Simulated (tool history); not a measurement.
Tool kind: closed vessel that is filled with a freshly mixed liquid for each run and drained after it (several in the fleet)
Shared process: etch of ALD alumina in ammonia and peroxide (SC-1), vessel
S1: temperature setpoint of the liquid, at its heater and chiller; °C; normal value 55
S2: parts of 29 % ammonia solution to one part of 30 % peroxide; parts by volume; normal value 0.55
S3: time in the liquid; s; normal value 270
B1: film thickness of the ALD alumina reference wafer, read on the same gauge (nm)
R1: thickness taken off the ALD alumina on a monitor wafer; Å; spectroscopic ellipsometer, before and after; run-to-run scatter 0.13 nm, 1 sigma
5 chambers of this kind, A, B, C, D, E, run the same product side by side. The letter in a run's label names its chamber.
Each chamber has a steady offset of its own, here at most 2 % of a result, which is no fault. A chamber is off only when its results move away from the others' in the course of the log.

| run | day | S1 | S2 | S3 | B1 | R1 |
|---|---|---|---|---|---|---|
| 1D | 0.496 | 55 | 0.55 | 270 | 139.96 | 218.91 |
| 2E | 0.921 | 55 | 0.55 | 270 | 140.03 | 210.16 |
| 3C | 1.379 | 55 | 0.55 | 270 | 139.94 | 212.07 |
| 4B | 1.962 | 55 | 0.55 | 270 | 140.01 | 214.91 |
| 5A | 2.429 | 55 | 0.55 | 270 | 140 | 212.19 |
| 6C | 2.875 | 55 | 0.55 | 270 | 139.99 | 213.39 |
|  | 3.117 | chamber A: new drum of ammonia solution connected |
| 7E | 3.196 | 55 | 0.55 | 270 | 139.94 | 208.93 |
| 8D | 3.742 | 55 | 0.55 | 270 | 140.02 | 216.57 |
| 9A | 4.029 | 55 | 0.55 | 270 | 140.02 | 212.35 |
| 10B | 4.612 | 55 | 0.55 | 270 | 140.02 | 213.37 |
| 11B | 5.046 | 55 | 0.55 | 270 | 140.01 | 214.7 |
| 12A | 5.467 | 55 | 0.55 | 270 | 140 | 213.38 |
| 13C | 5.783 | 55 | 0.55 | 270 | 139.99 | 214.78 |
| 14D | 6.25 | 55 | 0.55 | 270 | 140.02 | 217.72 |
| 15E | 6.642 | 55 | 0.55 | 270 | 140 | 209.76 |
| 16D | 7.046 | 55 | 0.55 | 270 | 139.99 | 218.64 |
|  | 7.438 | chamber A: thermometer replaced |
| 17A | 7.638 | 52 | 0.55 | 155 | 140.01 | 103.38 |
| 18C | 8.1 | 52 | 0.55 | 155 | 140.05 | 105.31 |
|  | 8.212 | chamber D: new drum of ammonia solution connected |
| 19E | 8.379 | 52 | 0.55 | 155 | 139.97 | 100.38 |
|  | 8.438 | chamber D: ammonia flow meter replaced |
| 20B | 8.742 | 52 | 0.55 | 155 | 140.01 | 104.16 |
| 21D | 9.304 | 52 | 0.55 | 155 | 140.05 | 106.29 |
| 22B | 9.567 | 55 | 0.55 | 270 | 140.03 | 213.88 |
|  | 9.792 | chamber D: thermometer replaced |
| 23E | 9.929 | 55 | 0.55 | 270 | 140.04 | 204.14 |
| 24C | 10.308 | 55 | 0.55 | 270 | 140 | 215.05 |
| 25A | 10.775 | 55 | 0.55 | 270 | 139.96 | 212.41 |
| 26E | 11.062 | 55 | 0.55 | 270 | 140 | 202.51 |
| 27D | 11.625 | 55 | 0.55 | 270 | 140.01 | 215.92 |
| 28C | 11.929 | 64.5 | 0.3 | 270 | 139.96 | 327.88 |
|  | 12.262 | chamber B: new drum of ammonia solution connected |
| 29A | 12.275 | 64.5 | 0.3 | 270 | 139.98 | 325.71 |
| 30B | 12.546 | 64.5 | 0.3 | 270 | 140.03 | 326.67 |
|  | 12.75 | chamber C: thermometer replaced |
| 31C | 13.058 | 64.5 | 0.3 | 270 | 139.97 | 330.65 |
|  | 13.225 | chamber E: new drum of ammonia solution connected |
| 32B | 13.45 | 64.5 | 0.3 | 270 | 140.02 | 325.69 |
| 33A | 13.821 | 55 | 0.55 | 270 | 140 | 213.18 |
| 34D | 14.408 | 55 | 0.55 | 270 | 140.01 | 217.23 |
| 35E | 14.746 | 55 | 0.55 | 270 | 140.05 | 198.2 |

Which is it: a chamber that has drifted or been left off by a service, a gauge drift common to all chambers, or only each chamber's usual small offset? If a chamber is off, name it and its likeliest cause.

Little by little, chamber E moves away from the other chambers.
Most likely cause: liquid colder than its thermometer reads (K) = 1.2.

Chamber E could run next with any of the 4 candidate recipes listed below; each alters the usual settings, and their results appear as question marks. Which one brings its results back in line with what the other chambers deliver on the usual settings?
Counts as in line when no further than this from what the other chambers average on the usual settings: R1 4.6 Å
| 36E-1 | 15.175 | 54.5 | 0.55 | 255 |  | ? |
| 36E-2 | 15.175 | 55 | 0.55 | 275 |  | ? |
| 36E-3 | 15.175 | 55 | 0.55 | 265 |  | ? |
| 36E-4 | 15.175 | 55 | 0.55 | 290 |  | ? |

Mean of the other chambers on the usual settings: R1 213.83 Å
| run | R1 |
|---|---|
| 36E-1 | 181.7 |
| 36E-2 | 201.39 |
| 36E-3 | 194.06 |
| 36E-4 | 212.37 |
Change 36E-4 lands the chamber within the allowed miss of the other chambers.

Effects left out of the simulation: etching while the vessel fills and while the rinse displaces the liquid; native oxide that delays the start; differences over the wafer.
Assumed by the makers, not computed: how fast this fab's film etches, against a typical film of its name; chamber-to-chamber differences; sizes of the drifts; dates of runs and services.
